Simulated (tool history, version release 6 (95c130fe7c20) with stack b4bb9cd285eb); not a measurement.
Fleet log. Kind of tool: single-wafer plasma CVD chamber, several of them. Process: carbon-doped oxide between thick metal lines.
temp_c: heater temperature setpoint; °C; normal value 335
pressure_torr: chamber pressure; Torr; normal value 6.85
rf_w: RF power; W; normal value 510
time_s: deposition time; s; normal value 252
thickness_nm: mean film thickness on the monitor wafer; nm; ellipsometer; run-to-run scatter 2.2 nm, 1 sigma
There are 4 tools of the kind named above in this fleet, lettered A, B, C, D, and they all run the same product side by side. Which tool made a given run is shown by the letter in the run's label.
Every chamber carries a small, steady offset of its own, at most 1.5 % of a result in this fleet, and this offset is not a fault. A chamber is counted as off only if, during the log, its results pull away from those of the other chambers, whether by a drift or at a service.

run   hour  temp_c  pressure_torr  rf_w  time_s  read-back reference wafer on the same gauge, thickness_nm  thickness_nm
 1D    3.3     335           6.85   510     252                                                     1470.2        1378.4
 2C    5.4     335           6.85   510     252                                                     1470.3        1374.7
 3A    8.5     335           6.85   510     252                                                       1471        1389.9
 4B   11.3     335           6.85   510     252                                                     1471.2        1381.7
 5D   13.9     335           6.85   510     252                                                       1471        1385.2
 6A   18.3     335           6.85   510     252                                                     1471.9        1390.5
 7B   21.2     335           6.85   510     252                                                     1471.9        1377.3
 8C   23.7     335           6.85   510     285                                                     1472.1        1559.4
 9D     28     335           6.85   510     285                                                     1472.5        1564.2
10A   30.9     335           6.85   510     285                                                     1472.5        1575.2
11B   34.4     335           6.85   510     285                                                     1472.8        1565.9
12C   36.6     335           6.85   510     252                                                     1473.4        1381.4
13B   38.8     335           6.85   510     252                                                     1473.6        1384.3
14D   42.9     335           6.85   510     252                                                     1473.5        1382.9
15A   46.3     335           8.06   510     252                                                     1474.6        1411.1
16C   48.2     335           8.06   510     252                                                     1474.1          1398
17C   50.5     335           8.06   510     252                                                     1474.6        1396.9
18D   54.9     335           8.06   510     252                                                     1474.5        1401.2
19A   58.9     335           6.85   510     252                                                     1475.5        1393.6
20B   62.8     335           6.85   510     252                                                     1476.1        1383.3
21B     66     335           6.85   510     252                                                     1476.4        1386.9
22A   68.2     335           6.85   510     252                                                     1476.4          1395
23C   71.6     335           5.51   510     209                                                     1476.5        1122.8
24D   76.1     335           5.51   510     209                                                     1477.5          1123
25B   79.1     335           5.51   510     209                                                     1477.2        1122.2
26A   83.1     335           5.51   510     209                                                     1478.1        1133.9
27D   85.3     335           6.85   510     252                                                     1477.1        1386.5
28C   89.4     335           6.85   510     252                                                       1478          1384
29C   92.7     335           5.64   510     252                                                     1478.4        1356.5
30D   96.8     335           5.64   510     252                                                     1478.6          1357
31A  100.9     335           5.64   510     252                                                     1478.9        1371.1
32B  103.6     335           5.64   510     252                                                     1479.7        1360.8

What goes on in this fleet: one chamber off, a drifting gauge, or nothing beyond the chambers' own small offsets? Name the chamber and the cause, if any.

Every chamber seems to shift together because the gauge that measures them all drifts; the chambers themselves are fine.
What lies behind it: gauge reads high (%) = 0.663.
